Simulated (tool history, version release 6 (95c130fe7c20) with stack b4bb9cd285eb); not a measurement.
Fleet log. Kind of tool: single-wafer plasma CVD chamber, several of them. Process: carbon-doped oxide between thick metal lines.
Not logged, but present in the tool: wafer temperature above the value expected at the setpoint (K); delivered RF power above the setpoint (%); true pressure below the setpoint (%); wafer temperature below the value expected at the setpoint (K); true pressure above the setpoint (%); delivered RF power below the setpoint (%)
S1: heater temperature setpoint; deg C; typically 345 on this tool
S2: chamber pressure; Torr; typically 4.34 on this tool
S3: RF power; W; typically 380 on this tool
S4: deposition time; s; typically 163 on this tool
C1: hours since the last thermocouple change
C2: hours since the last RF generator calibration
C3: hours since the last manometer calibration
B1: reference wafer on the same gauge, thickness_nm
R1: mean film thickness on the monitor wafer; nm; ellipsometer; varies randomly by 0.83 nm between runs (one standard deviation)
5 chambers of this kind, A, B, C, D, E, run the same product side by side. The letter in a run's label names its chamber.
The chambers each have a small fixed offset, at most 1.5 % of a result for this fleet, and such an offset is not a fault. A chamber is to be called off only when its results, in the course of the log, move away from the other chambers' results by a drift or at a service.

run	hour	S1	S2	S3	S4	C1	C2	C3	B1	R1
1B	9.3	345	4.34	380	163	1253.3	316.1	507.1	566.84	671.25
2C	13.5	345	4.34	380	163	164.4	536.3	680.0	566.95	671.91
3A	19.0	345	4.34	380	163	1251.7	960.0	2738.1	566.82	674.80
4E	28.2	345	4.34	380	163	482.3	238.4	126.5	566.72	674.72
5D	36.3	345	4.34	380	163	79.1	733.1	1044.2	566.62	664.81
6A	45.0	345	4.34	405	163	1277.7	986.0	2764.1	566.49	704.97
7E	52.0	345	4.34	405	163	506.1	262.2	150.3	566.62	708.41
8B	58.4	345	4.34	405	163	1302.4	365.2	556.2	566.34	703.25
9D	63.0	345	4.34	405	163	105.8	759.8	1070.9	566.32	697.31
10C	72.6	345	4.34	405	163	223.5	595.4	739.1	566.29	701.93
11D	78.4	345	4.34	380	163	121.2	775.2	1086.3	566.07	665.40
12B	83.2	345	4.34	380	163	1327.2	390.0	581.0	566.16	670.47
13A	89.8	345	4.34	380	163	1322.5	1030.8	2808.9	565.91	676.77
14C	99.3	345	4.34	380	163	250.2	622.1	765.8	566.06	669.69
15E	107.3	345	4.34	380	163	561.4	317.5	205.6	565.83	674.14
16C	115.7	345	4.34	380	163	266.6	638.5	782.2	565.76	669.69
17D	120.3	345	4.34	380	163	163.1	817.1	1128.2	565.90	663.28
18E	124.8	345	4.34	380	163	578.9	335.0	223.1	565.78	673.78
19B	131.2	345	4.34	380	163	1375.2	438.0	629.0	565.73	669.63
20A	138.2	345	4.34	380	163	1370.9	1079.2	2857.3	565.51	675.15
21E	145.7	345	4.34	380	163	599.8	355.9	244.0	565.51	674.52
22B	153.1	345	4.34	380	163	1397.1	459.9	650.9	565.41	669.50
23C	160.8	345	4.34	380	163	311.7	683.6	827.3	565.20	670.42
24D	167.2	345	4.34	380	163	210.0	864.0	1175.1	565.11	664.65
25A	172.6	345	4.34	380	163	1405.3	1113.6	2891.7	565.25	672.94
26E	177.3	345	4.34	380	163	631.4	387.5	275.6	565.12	673.99
27D	181.7	345	4.34	380	163	224.5	878.5	1189.6	565.09	664.02
28B	186.7	345	4.34	380	163	1430.7	493.5	684.5	565.15	668.98
29C	192.3	345	4.34	325	163	343.2	715.1	858.8	564.92	596.33
30A	196.6	345	4.34	325	163	1429.3	1137.6	2915.7	564.79	599.18
31B	204.4	345	4.34	325	163	1448.4	511.2	702.2	564.69	592.00
32C	209.0	345	4.34	325	163	359.9	731.8	875.5	564.81	596.80
33D	214.4	345	4.34	325	163	257.2	911.2	1222.3	564.69	586.21
34A	220.8	345	4.34	380	163	1453.5	1161.8	2939.9	564.49	673.56
35E	226.9	345	3.35	380	163	681.0	437.1	325.2	564.62	649.07
36A	235.5	345	3.35	380	163	1468.2	1176.5	2954.6	564.48	651.17
37B	244.5	345	3.35	380	163	1488.5	551.3	742.3	564.47	645.37
38D	248.8	345	3.35	380	163	291.6	945.6	1256.7	564.25	639.50
39E	255.6	345	3.35	380	163	709.7	465.8	353.9	564.39	648.35
40C	265.3	345	4.34	380	189	416.2	788.1	931.8	564.21	775.43

All 5 chambers run these settings next. Forecast each chamber's results:
41A	272.2	345	4.34	380	163					?
41B	272.2	345	4.34	380	163					?
41C	272.2	345	4.34	380	163					?
41D	272.2	345	4.34	380	163					?
41E	272.2	345	4.34	380	163					?

run	R1
41A	671.91
41B	668.04
41C	668.05
41D	663.18
41E	673.24
